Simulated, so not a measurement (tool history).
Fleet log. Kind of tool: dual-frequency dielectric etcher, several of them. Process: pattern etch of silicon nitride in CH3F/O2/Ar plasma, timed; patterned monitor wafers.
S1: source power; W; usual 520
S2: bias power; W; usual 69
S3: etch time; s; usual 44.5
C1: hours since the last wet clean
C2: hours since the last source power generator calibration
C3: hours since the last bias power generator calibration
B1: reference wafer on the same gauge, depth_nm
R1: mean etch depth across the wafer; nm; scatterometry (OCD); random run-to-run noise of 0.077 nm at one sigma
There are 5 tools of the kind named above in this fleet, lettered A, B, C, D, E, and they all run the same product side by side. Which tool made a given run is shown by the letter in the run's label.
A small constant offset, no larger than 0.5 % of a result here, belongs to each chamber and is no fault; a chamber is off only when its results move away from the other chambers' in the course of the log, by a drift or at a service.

run,hour,S1,S2,S3,C1,C2,C3,B1,R1
1E,6.9,520,69,44.5,316.2,471.5,64.3,35.369,34.050
2C,11.1,520,69,44.5,483.5,464.3,1882.0,35.414,33.994
3A,17.5,520,69,44.5,222.0,1037.4,3390.4,35.384,34.127
4B,21.1,520,69,44.5,251.3,270.7,1953.8,35.398,34.081
5D,25.2,520,69,44.5,301.0,716.2,1451.4,35.382,34.037
6D,28.5,520,69,44.5,304.3,719.5,1454.7,35.398,34.025
7E,33.7,520,69,44.5,343.0,498.3,91.1,35.392,34.057
8C,37.7,520,69,44.5,510.1,490.9,1908.6,35.403,33.901
9B,43.5,520,69,44.5,273.7,293.1,1976.2,35.384,34.094
10A,49.5,520,69,44.5,254.0,1069.4,3422.4,35.415,34.108
11D,56.3,520,69,44.5,332.1,747.3,1482.5,35.426,34.106
12A,60.5,520,69,44.5,265.0,1080.4,3433.4,35.415,33.969
13E,65.9,520,69,44.5,375.2,530.5,123.3,35.386,33.816
# hour 70.7: chamber E: wet clean of the chamber
14C,71.5,520,69,44.5,543.9,524.7,1942.4,35.411,34.126
15B,76.0,520,69,44.5,306.2,325.6,2008.7,35.386,34.227
16A,79.9,520,69,44.5,284.4,1099.8,3452.8,35.404,34.147
17B,86.9,520,69,44.5,317.1,336.5,2019.6,35.377,34.103
18D,93.9,520,69,44.5,369.7,784.9,1520.1,35.381,33.975
19C,98.1,420,56,44.5,570.5,551.3,1969.0,35.397,29.294
20E,101.2,420,56,44.5,30.6,565.8,158.6,35.390,28.999
21A,105.5,420,56,44.5,310.0,1125.4,3478.4,35.407,29.277
22B,111.1,420,56,44.5,341.3,360.7,2043.8,35.412,29.363
23D,115.8,420,56,44.5,391.6,806.8,1542.0,35.400,29.287
24E,121.7,520,69,44.5,51.1,586.3,179.1,35.389,33.826
25C,128.4,520,69,44.5,600.8,581.6,1999.3,35.395,33.925
26B,133.4,520,69,44.5,363.6,383.0,2066.1,35.395,34.212
27A,137.7,520,69,44.5,342.2,1157.6,3510.6,35.395,34.148
28C,144.2,520,69,44.5,616.6,597.4,2015.1,35.381,33.977
29D,148.0,520,69,44.5,423.8,839.0,1574.2,35.387,33.895
30E,155.0,520,69,44.5,84.4,619.6,212.4,35.396,33.875
31B,160.8,520,69,44.5,391.0,410.4,2093.5,35.393,34.185
32C,167.1,520,69,44.5,639.5,620.3,2038.0,35.393,34.003
33D,172.2,520,69,37.5,448.0,863.2,1598.4,35.386,28.629
34E,176.3,520,69,37.5,105.7,640.9,233.7,35.388,28.474
35A,179.7,520,69,37.5,384.2,1199.6,3552.6,35.412,28.831
36C,185.1,520,69,37.5,657.5,638.3,2056.0,35.412,28.624

Each of the 5 chambers runs these same settings next. Fill in every chamber's results:
37A,190.1,520,69,44.5,,,,,?
37B,190.1,520,69,44.5,,,,,?
37C,190.1,520,69,44.5,,,,,?
37D,190.1,520,69,44.5,,,,,?
37E,190.1,520,69,44.5,,,,,?

run,R1
37A,34.112
37B,33.978
37C,33.910
37D,34.198
37E,33.924
